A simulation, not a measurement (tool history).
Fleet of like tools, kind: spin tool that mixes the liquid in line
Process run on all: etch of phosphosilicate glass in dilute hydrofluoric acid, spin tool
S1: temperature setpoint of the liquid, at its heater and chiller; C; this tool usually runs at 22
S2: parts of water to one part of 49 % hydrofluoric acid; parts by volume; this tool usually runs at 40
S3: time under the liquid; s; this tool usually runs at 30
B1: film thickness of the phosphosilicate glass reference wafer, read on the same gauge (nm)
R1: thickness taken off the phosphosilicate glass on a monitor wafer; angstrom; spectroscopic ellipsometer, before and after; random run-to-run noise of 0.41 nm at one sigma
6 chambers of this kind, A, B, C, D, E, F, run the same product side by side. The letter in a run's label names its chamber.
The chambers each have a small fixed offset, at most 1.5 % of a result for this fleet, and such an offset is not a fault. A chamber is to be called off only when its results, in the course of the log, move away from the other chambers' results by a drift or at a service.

-- hour=2.9 chamber F: thermometer replaced
run 1F hour=11.2 | S1=22 S2=40 S3=30 | B1=69.986 | R1=513.89
run 2E hour=18 | S1=22 S2=40 S3=30 | B1=69.976 | R1=509.01
run 3B hour=29.7 | S1=22 S2=40 S3=30 | B1=69.996 | R1=518.09
-- hour=35.5 chamber E: thermometer replaced
run 4C hour=41.1 | S1=22 S2=40 S3=30 | B1=69.991 | R1=512.84
run 5A hour=52.8 | S1=22 S2=40 S3=30 | B1=69.987 | R1=504.08
run 6D hour=61.6 | S1=22 S2=40 S3=30 | B1=70.006 | R1=516.48
run 7A hour=67 | S1=22 S2=40 S3=30 | B1=70.017 | R1=501.05
run 8E hour=72.9 | S1=22 S2=40 S3=30 | B1=69.991 | R1=509.16
run 9F hour=81.2 | S1=22 S2=40 S3=30 | B1=70.002 | R1=516.29
run 10B hour=86.9 | S1=22 S2=60 S3=30 | B1=70 | R1=337.18
run 11D hour=95 | S1=22 S2=60 S3=30 | B1=70.023 | R1=328.69
run 12C hour=105 | S1=22 S2=60 S3=30 | B1=69.966 | R1=332.16
-- hour=115.1 chamber F: hydrofluoric acid flow meter replaced
run 13F hour=116.7 | S1=22 S2=60 S3=30 | B1=70.005 | R1=330.9
run 14C hour=127.4 | S1=22 S2=60 S3=30 | B1=70.001 | R1=334.58
run 15D hour=136 | S1=22 S2=60 S3=30 | B1=69.988 | R1=330.2
run 16E hour=145.6 | S1=22 S2=40 S3=30 | B1=69.981 | R1=510.97
run 17B hour=155.2 | S1=22 S2=40 S3=30 | B1=70.004 | R1=521.68
run 18A hour=162.7 | S1=22 S2=40 S3=30 | B1=69.976 | R1=500.13
run 19D hour=171.5 | S1=22 S2=40 S3=30 | B1=70.017 | R1=519.06
run 20F hour=178.3 | S1=22 S2=40 S3=30 | B1=69.976 | R1=509.52
run 21C hour=183.5 | S1=22 S2=40 S3=30 | B1=69.971 | R1=514.88
run 22A hour=191.3 | S1=22 S2=40 S3=30 | B1=69.97 | R1=503.94
run 23E hour=198.9 | S1=22 S2=40 S3=30 | B1=69.943 | R1=505.71
run 24B hour=209.9 | S1=22 S2=40 S3=30 | B1=69.964 | R1=517.48
run 25A hour=221.1 | S1=22 S2=40 S3=30 | B1=70.031 | R1=502.94
-- hour=225.1 chamber A: hydrofluoric acid flow meter replaced
run 26C hour=226.9 | S1=22 S2=40 S3=30 | B1=70.036 | R1=510.45
run 27B hour=236.9 | S1=22 S2=40 S3=30 | B1=69.974 | R1=515.14
run 28D hour=243.1 | S1=22 S2=40 S3=30 | B1=69.962 | R1=509.6
run 29F hour=248.7 | S1=22 S2=40 S3=30 | B1=70.009 | R1=520.28
run 30E hour=257.5 | S1=22 S2=40 S3=30 | B1=70.011 | R1=516.53
run 31C hour=264 | S1=22 S2=40 S3=30 | B1=69.983 | R1=511.36
run 32A hour=275 | S1=22 S2=40 S3=30 | B1=70.002 | R1=502.44
run 33D hour=280.3 | S1=22 S2=40 S3=30 | B1=69.999 | R1=515.09
run 34B hour=292.1 | S1=22 S2=40 S3=30 | B1=70.025 | R1=516.22
run 35F hour=297.7 | S1=22 S2=40 S3=30 | B1=70.007 | R1=506.94
run 36E hour=304.7 | S1=22 S2=40 S3=30 | B1=69.977 | R1=511.37
run 37E hour=310.7 | S1=22 S2=40 S3=30 | B1=69.994 | R1=507.63
run 38A hour=320.9 | S1=22 S2=45 S3=40 | B1=69.981 | R1=601.02

All chambers now run identical settings, listed one chamber a line with results as question marks. What results will each chamber show?
run 39A hour=329.5 | S1=22 S2=50 S3=30 | R1=?
run 39B hour=329.5 | S1=22 S2=50 S3=30 | R1=?
run 39C hour=329.5 | S1=22 S2=50 S3=30 | R1=?
run 39D hour=329.5 | S1=22 S2=50 S3=30 | R1=?
run 39E hour=329.5 | S1=22 S2=50 S3=30 | R1=?
run 39F hour=329.5 | S1=22 S2=50 S3=30 | R1=?

run=39A R1=401.38
run=39B R1=415.24
run=39C R1=408.06
run=39D R1=410.97
run=39E R1=399.89
run=39F R1=401.03

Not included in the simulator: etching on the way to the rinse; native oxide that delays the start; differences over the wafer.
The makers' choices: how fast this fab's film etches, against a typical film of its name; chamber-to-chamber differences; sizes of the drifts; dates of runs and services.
